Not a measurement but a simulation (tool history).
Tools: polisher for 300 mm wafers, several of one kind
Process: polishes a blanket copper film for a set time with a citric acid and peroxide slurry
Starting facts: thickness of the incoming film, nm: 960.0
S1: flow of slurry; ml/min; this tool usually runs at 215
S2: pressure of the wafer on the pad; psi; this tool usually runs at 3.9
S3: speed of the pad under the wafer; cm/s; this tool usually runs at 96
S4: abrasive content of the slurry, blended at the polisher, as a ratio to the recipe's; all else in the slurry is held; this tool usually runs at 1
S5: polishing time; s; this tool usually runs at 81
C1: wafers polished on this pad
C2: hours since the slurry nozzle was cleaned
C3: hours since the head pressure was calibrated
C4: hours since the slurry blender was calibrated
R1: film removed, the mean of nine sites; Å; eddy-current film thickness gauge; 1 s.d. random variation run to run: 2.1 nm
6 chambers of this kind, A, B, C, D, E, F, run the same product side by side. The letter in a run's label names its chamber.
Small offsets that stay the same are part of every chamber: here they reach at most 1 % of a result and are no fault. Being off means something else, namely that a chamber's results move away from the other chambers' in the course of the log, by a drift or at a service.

run	hour	S1	S2	S3	S4	S5	C1	C2	C3	C4	R1
# hour 1.6: chamber B: slurry nozzle cleaned
1D	7.6	215	3.9	96	1	81	326	34.2	833.5	329.6	2152.9
2A	20.6	215	3.9	96	1	81	503	146.2	394.3	163.3	2112.3
# hour 25.8: chamber A: slurry blender recalibrated
3F	28.7	215	3.9	96	1	81	394	70.4	507.6	298.3	2149.6
# hour 35.1: chamber C: worn pad replaced by a new one
# hour 36.3: chamber C: slurry nozzle cleaned
# hour 37.5: chamber B: worn pad replaced by a new one
4E	39.4	215	3.9	96	1	81	792	331.7	293.1	153.4	2095.3
# hour 48.5: chamber A: worn pad replaced by a new one
5C	48.8	215	3.9	96	1	81	138	12.5	637	98.4	2122
# hour 51.6: chamber F: slurry blender recalibrated
6B	58	215	3.9	96	1	81	207	56.5	1186.5	141.8	2129.9
# hour 61.8: chamber E: worn pad replaced by a new one
7D	64.4	215	3.9	96	1	81	901	91	890.3	386.4	2112.9
8E	71.4	215	3.9	96	1	81	97	363.7	325.1	185.4	2108.6
9B	79.4	215	3.9	82	0.9	81	424	77.9	1207.9	163.2	1811.2
# hour 80.3: chamber D: worn pad replaced by a new one
# hour 84.3: chamber C: head pressure recalibrated
10F	86.5	215	3.9	82	0.9	81	979	128.2	565.4	35	1779
# hour 96.3: chamber D: slurry blender recalibrated
11A	100.8	215	3.9	82	0.9	81	529	226.4	474.5	75	1775.6
# hour 107.2: chamber B: worn pad replaced by a new one
12C	109.7	215	3.9	82	0.9	81	755	73.4	25.4	159.3	1779.4
# hour 113: chamber F: worn pad replaced by a new one
13D	122.7	215	3.9	82	0.9	81	429	149.3	948.6	26.5	1798.8
# hour 126.8: chamber A: worn pad replaced by a new one
14C	131.8	215	3.9	82	0.9	81	978	95.5	47.5	181.4	1799.7
15E	140.1	215	3.9	96	1	81	792	432.4	393.8	254.1	2125
# hour 140.6: chamber D: head pressure recalibrated
# hour 149.1: chamber E: worn pad replaced by a new one
16F	153.7	215	3.9	76	1	81	412	195.4	632.6	102.2	1710.3
17A	166.8	215	3.9	76	1	81	405	292.4	540.5	141	1708.8
# hour 167.8: chamber C: worn pad replaced by a new one
# hour 168: chamber D: worn pad replaced by a new one
# hour 168.4: chamber A: slurry nozzle cleaned
# hour 172.5: chamber B: head pressure recalibrated
18B	180.2	215	3.9	76	1	81	738	178.7	7.8	264	1721.2
# hour 182: chamber B: worn pad replaced by a new one
19D	189.5	215	3.9	76	1	81	218	216.1	49	93.3	1817
# hour 194.8: chamber A: slurry blender recalibrated
20B	199.1	215	3.9	76	1	81	173	197.6	26.7	282.9	1691.9
# hour 209.7: chamber B: slurry nozzle cleaned
# hour 211.9: chamber A: worn pad replaced by a new one
21C	211.9	215	3.9	76	1	81	447	175.6	127.6	261.5	1708.9
22A	223.6	215	3.9	96	1	81	118	55.2	597.3	28.8	2163.2
# hour 228.8: chamber F: worn pad replaced by a new one
# hour 231: chamber E: head pressure recalibrated
23F	238.1	215	3.9	96	1	81	94	279.8	717	186.6	2136.9
# hour 243.9: chamber B: slurry blender recalibrated
24E	247.4	215	5.1	86	1	81	995	539.7	16.5	361.4	2436
# hour 248.2: chamber E: worn pad replaced by a new one
25A	257	215	5.1	86	1	81	456	88.6	630.7	62.2	2517.2
# hour 257.3: chamber E: slurry blender recalibrated
# hour 262.6: chamber D: slurry nozzle cleaned
# hour 265.5: chamber B: worn pad replaced by a new one
26C	267.4	215	5.1	86	1	81	1008	231.1	183.1	317	2450.8
27F	277.4	215	5.1	86	1	81	492	319.1	756.3	225.9	2500.3
# hour 281.5: chamber D: worn pad replaced by a new one
# hour 287: chamber C: slurry blender recalibrated
# hour 291.3: chamber A: worn pad replaced by a new one
28D	291.8	215	5.1	86	1	81	104	29.3	151.3	195.6	2691.8
29B	299.4	215	5.1	86	1	81	343	89.7	127	55.5	2567.6
# hour 306: chamber C: worn pad replaced by a new one
30E	310	215	3.9	96	1	81	625	602.3	79.1	52.7	2147.7
31B	323.5	215	3.9	96	1	81	587	113.8	151.1	79.6	2152.1
# hour 331.5: chamber F: worn pad replaced by a new one
32F	335.9	215	3.9	96	1	81	45	377.6	814.8	284.4	2154.3
# hour 345.6: chamber E: worn pad replaced by a new one
33A	348.1	215	3.9	96	1	81	575	179.7	721.8	153.3	2130.6
34C	356.8	215	3.9	96	1	81	514	320.5	272.5	69.8	2140.3
35E	366.4	215	3.9	96	1	81	210	658.7	135.5	109.1	2073.8
36D	375.1	215	3.9	96	1	81	947	112.6	234.6	278.9	2303.9

Which is it: a chamber that has drifted or been left off by a service, a gauge drift common to all chambers, or only each chamber's usual small offset? If a chamber is off, name it and its likeliest cause.

A service on chamber D put it out of line with the rest.
Cause: head's pressure above its setpoint, % = 6.66.

Below are 4 candidate recipes for chamber D's next run, each the usual settings with a change, their results shown as question marks. Which of them brings D's results back in line with what the other chambers give on the usual settings?
To be in line, a result may differ from the other chambers' mean on the usual settings by at most: R1 71 Å
37D-1	385.7	175	3.9	96	0.75	81					?
37D-2	385.7	215	3.9	100	1	84					?
37D-3	385.7	215	3.9	110	1	81					?
37D-4	385.7	215	3.7	92	1	77					?

Average result of the remaining chambers running the usual settings: R1 2127.6 Å
run	R1
37D-1	2100.7
37D-2	2476
37D-3	2625.6
37D-4	1982.1
The right change is 37D-1: it brings the chamber back within the allowed miss of the others.
